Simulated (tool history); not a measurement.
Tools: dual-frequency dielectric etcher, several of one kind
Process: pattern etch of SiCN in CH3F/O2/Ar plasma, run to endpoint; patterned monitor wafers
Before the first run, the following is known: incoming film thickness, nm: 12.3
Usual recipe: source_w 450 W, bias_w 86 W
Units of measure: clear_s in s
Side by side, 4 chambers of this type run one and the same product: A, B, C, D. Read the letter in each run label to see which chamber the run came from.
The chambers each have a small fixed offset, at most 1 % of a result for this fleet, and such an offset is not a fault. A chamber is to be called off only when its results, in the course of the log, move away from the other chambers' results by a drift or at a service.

| run | hour | source_w | bias_w | clear_s |
|---|---|---|---|---|
| 1C | 10.8 | 450 | 86 | 29.408 |
| 2D | 20.7 | 450 | 86 | 29.122 |
| 3A | 31.3 | 450 | 86 | 29.469 |
| 4B | 47.5 | 450 | 86 | 29.132 |
| 5D | 55.8 | 370 | 79 | 32.482 |
| 6C | 72.3 | 370 | 79 | 32.745 |
| 7B | 80.5 | 370 | 79 | 32.292 |
| 8A | 95.1 | 370 | 79 | 32.502 |
| 9C | 110.0 | 450 | 94 | 28.741 |
| 10A | 120.2 | 450 | 94 | 28.859 |
| 11D | 135.8 | 450 | 94 | 27.577 |
| 12B | 147.0 | 450 | 94 | 28.545 |
| 13D | 161.4 | 350 | 86 | 31.877 |
| 14B | 172.3 | 350 | 86 | 32.053 |
| 15A | 186.1 | 350 | 86 | 32.238 |
| 16C | 198.7 | 350 | 86 | 32.306 |
| 17D | 212.3 | 450 | 86 | 28.559 |
| 18C | 222.2 | 450 | 86 | 29.645 |
| 19B | 236.2 | 450 | 86 | 29.632 |
| 20A | 252.6 | 450 | 86 | 29.564 |
| 21B | 269.0 | 450 | 86 | 29.564 |
| 22D | 282.7 | 450 | 86 | 28.183 |
| 23A | 292.2 | 450 | 86 | 29.539 |
| 24C | 303.8 | 450 | 86 | 29.340 |
| 25A | 316.0 | 450 | 86 | 29.115 |
|  | 320.5 | chamber B: wet clean of the chamber |
| 26D | 332.4 | 550 | 75 | 26.962 |
| 27B | 341.4 | 550 | 75 | 28.730 |
| 28C | 355.5 | 550 | 75 | 28.792 |
| 29C | 369.4 | 550 | 75 | 28.708 |
| 30B | 383.5 | 450 | 86 | 29.337 |

Each of the 4 chambers runs these same settings next. Fill in every chamber's results:
| 31A | 395.3 | 390 | 86 | ? |
| 31B | 395.3 | 390 | 86 | ? |
| 31C | 395.3 | 390 | 86 | ? |
| 31D | 395.3 | 390 | 86 | ? |

| run | clear_s |
|---|---|
| 31A | 30.837 |
| 31B | 30.886 |
| 31C | 31.245 |
| 31D | 29.239 |

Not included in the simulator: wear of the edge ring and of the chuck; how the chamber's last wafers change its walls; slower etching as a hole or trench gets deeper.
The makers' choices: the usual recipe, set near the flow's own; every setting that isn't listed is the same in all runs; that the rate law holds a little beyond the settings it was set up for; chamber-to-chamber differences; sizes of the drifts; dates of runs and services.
